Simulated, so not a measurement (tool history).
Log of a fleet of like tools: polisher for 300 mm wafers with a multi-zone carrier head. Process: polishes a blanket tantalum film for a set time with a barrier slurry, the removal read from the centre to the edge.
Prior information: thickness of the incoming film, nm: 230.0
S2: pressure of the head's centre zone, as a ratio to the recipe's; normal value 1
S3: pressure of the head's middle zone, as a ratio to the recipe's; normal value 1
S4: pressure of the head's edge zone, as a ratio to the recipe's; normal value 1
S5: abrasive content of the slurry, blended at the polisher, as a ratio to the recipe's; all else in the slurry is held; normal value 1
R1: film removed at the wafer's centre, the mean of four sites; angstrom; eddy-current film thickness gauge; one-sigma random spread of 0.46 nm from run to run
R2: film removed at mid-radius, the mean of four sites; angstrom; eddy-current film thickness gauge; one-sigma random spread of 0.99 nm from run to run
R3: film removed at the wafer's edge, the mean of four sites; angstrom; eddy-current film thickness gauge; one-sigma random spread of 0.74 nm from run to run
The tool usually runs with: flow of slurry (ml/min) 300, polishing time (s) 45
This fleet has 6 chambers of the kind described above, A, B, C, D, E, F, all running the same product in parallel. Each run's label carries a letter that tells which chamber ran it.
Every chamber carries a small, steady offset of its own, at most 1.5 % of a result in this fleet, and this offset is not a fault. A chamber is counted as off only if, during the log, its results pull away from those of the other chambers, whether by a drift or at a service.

Run 1B, day 0.129: usual settings. Result: R1 737.51 angstrom, R2 731.14 angstrom, R3 736.43 angstrom.
Run 2E, day 0.321: usual settings. Result: R1 747.99 angstrom, R2 745.18 angstrom, R3 735.6 angstrom.
Run 3D, day 0.425: usual settings. Result: R1 726.95 angstrom, R2 720.38 angstrom, R3 748.94 angstrom.
At day 0.442: chamber F: centre zone pressure recalibrated.
Run 4A, day 0.512: usual settings. Result: R1 737.76 angstrom, R2 743.46 angstrom, R3 742.93 angstrom.
Run 5C, day 0.608: usual settings but flow of slurry (ml/min) 200, polishing time (s) 56. Result: R1 869.6 angstrom, R2 859.65 angstrom, R3 890.69 angstrom.
Run 6F, day 0.754: usual settings but flow of slurry (ml/min) 200, polishing time (s) 56. Result: R1 877.72 angstrom, R2 838.45 angstrom, R3 882.2 angstrom.
Run 7B, day 0.867: usual settings but flow of slurry (ml/min) 200, polishing time (s) 56. Result: R1 874.47 angstrom, R2 858.33 angstrom, R3 854.86 angstrom.
Run 8A, day 1.058: usual settings but flow of slurry (ml/min) 200, polishing time (s) 56. Result: R1 864.82 angstrom, R2 871.17 angstrom, R3 895.59 angstrom.
Run 9F, day 1.188: usual settings but flow of slurry (ml/min) 200, polishing time (s) 56. Result: R1 869.34 angstrom, R2 876.88 angstrom, R3 876.61 angstrom.
Run 10D, day 1.342: usual settings but flow of slurry (ml/min) 200, polishing time (s) 56. Result: R1 856.02 angstrom, R2 870.94 angstrom, R3 878.45 angstrom.
Run 11E, day 1.529: usual settings. Result: R1 731.43 angstrom, R2 732 angstrom, R3 741.21 angstrom.
Run 12C, day 1.7: usual settings. Result: R1 732.6 angstrom, R2 747.58 angstrom, R3 739.16 angstrom.
At day 1.783: chamber E: worn pad replaced by a new one.
Run 13B, day 1.8: usual settings. Result: R1 733.42 angstrom, R2 726.8 angstrom, R3 733.86 angstrom.
At day 1.829: chamber A: slurry nozzle cleaned.
At day 1.954: chamber D: worn pad replaced by a new one.
Run 14F, day 1.979: usual settings. Result: R1 731.99 angstrom, R2 728.14 angstrom, R3 741.05 angstrom.
Run 15C, day 2.154: usual settings. Result: R1 726.52 angstrom, R2 729.91 angstrom, R3 739.58 angstrom.
At day 2.225: chamber C: worn pad replaced by a new one.
Run 16A, day 2.238: usual settings. Result: R1 731.54 angstrom, R2 729.02 angstrom, R3 753.6 angstrom.
Run 17E, day 2.425: usual settings. Result: R1 736.03 angstrom, R2 758.92 angstrom, R3 749.59 angstrom.
Run 18D, day 2.533: usual settings. Result: R1 719.98 angstrom, R2 727.57 angstrom, R3 739.63 angstrom.
At day 2.604: chamber B: worn pad replaced by a new one.
Run 19B, day 2.629: usual settings. Result: R1 741.58 angstrom, R2 735.6 angstrom, R3 728.01 angstrom.
At day 2.721: chamber D: slurry nozzle cleaned.
Run 20A, day 2.721: usual settings. Result: R1 732.8 angstrom, R2 734.62 angstrom, R3 738.45 angstrom.
Run 21C, day 2.838: usual settings. Result: R1 737.98 angstrom, R2 740.75 angstrom, R3 739.44 angstrom.
Run 22F, day 2.942: usual settings. Result: R1 738.44 angstrom, R2 740.85 angstrom, R3 736.98 angstrom.
Run 23E, day 3.046: usual settings but S2 1.11, S5 1.2. Result: R1 869.33 angstrom, R2 766.41 angstrom, R3 778.6 angstrom.
At day 3.133: chamber C: slurry nozzle cleaned.
Run 24D, day 3.217: usual settings but S2 1.11, S5 1.2. Result: R1 865.48 angstrom, R2 766.53 angstrom, R3 775.78 angstrom.
Run 25B, day 3.375: usual settings but S2 1.11, S5 1.2. Result: R1 865.82 angstrom, R2 781.66 angstrom, R3 767.59 angstrom.
Run 26C, day 3.529: usual settings but S2 1.11, S5 1.2. Result: R1 867.19 angstrom, R2 776.93 angstrom, R3 779.95 angstrom.
Run 27A, day 3.683: usual settings but S2 1.11, S5 1.2. Result: R1 866.41 angstrom, R2 774.45 angstrom, R3 784.85 angstrom.
Run 28D, day 3.85: usual settings but S2 1.11, S5 1.2. Result: R1 851.66 angstrom, R2 764.23 angstrom, R3 782.98 angstrom.
Run 29E, day 3.938: usual settings. Result: R1 732.69 angstrom, R2 742.97 angstrom, R3 739.04 angstrom.
Run 30F, day 4.083: usual settings. Result: R1 741.33 angstrom, R2 725.53 angstrom, R3 735.65 angstrom.
Run 31D, day 4.242: usual settings. Result: R1 730.28 angstrom, R2 737.09 angstrom, R3 742.36 angstrom.
Run 32A, day 4.371: usual settings. Result: R1 734 angstrom, R2 737.24 angstrom, R3 753.49 angstrom.
Run 33E, day 4.558: usual settings. Result: R1 736.5 angstrom, R2 757.38 angstrom, R3 745.24 angstrom.
At day 4.65: chamber F: worn pad replaced by a new one.
Run 34B, day 4.708: usual settings. Result: R1 731.9 angstrom, R2 748.31 angstrom, R3 737.17 angstrom.
Run 35F, day 4.854: usual settings. Result: R1 745.19 angstrom, R2 746.35 angstrom, R3 740.1 angstrom.
Run 36C, day 4.988: usual settings. Result: R1 738.16 angstrom, R2 747.64 angstrom, R3 752.64 angstrom.
At day 5.021: chamber E: slurry nozzle cleaned.
Run 37F, day 5.129: usual settings. Result: R1 731.74 angstrom, R2 727.32 angstrom, R3 746.16 angstrom.
At day 5.196: chamber A: centre zone pressure recalibrated.
Run 38C, day 5.229: usual settings. Result: R1 732.85 angstrom, R2 729.01 angstrom, R3 744.75 angstrom.
Run 39B, day 5.358: usual settings. Result: R1 732.34 angstrom, R2 746.36 angstrom, R3 743.58 angstrom.
Run 40D, day 5.496: usual settings. Result: R1 735.78 angstrom, R2 741.59 angstrom, R3 735.03 angstrom.
Run 41A, day 5.596: usual settings. Result: R1 730.06 angstrom, R2 716.47 angstrom, R3 744.57 angstrom.
Run 42E, day 5.758: usual settings. Result: R1 729.48 angstrom, R2 755.5 angstrom, R3 726.26 angstrom.
Run 43D, day 5.892: usual settings. Result: R1 729.98 angstrom, R2 737.67 angstrom, R3 736.84 angstrom.
Run 44B, day 6.062: usual settings but flow of slurry (ml/min) 375, S4 1.04. Result: R1 751.78 angstrom, R2 769.15 angstrom, R3 751.75 angstrom.

Next, all 6 chambers run the settings below, one line each with question marks for the results. What does each chamber give?
Run 45A, day 6.2: usual settings but S4 0.9. Result: R1 ?, R2 ?, R3 ?.
Run 45B, day 6.2: usual settings but S4 0.9. Result: R1 ?, R2 ?, R3 ?.
Run 45C, day 6.2: usual settings but S4 0.9. Result: R1 ?, R2 ?, R3 ?.
Run 45D, day 6.2: usual settings but S4 0.9. Result: R1 ?, R2 ?, R3 ?.
Run 45E, day 6.2: usual settings but S4 0.9. Result: R1 ?, R2 ?, R3 ?.
Run 45F, day 6.2: usual settings but S4 0.9. Result: R1 ?, R2 ?, R3 ?.

run      R1      R2      R3
45A  727.63  739.65  713.22
45B  740.96  745.58  703.86
45C  736.96  731.51  708.21
45D  729.27  743.69  709.73
45E  731.59  735.48  700.83
45F  741.57  730.14  699.56
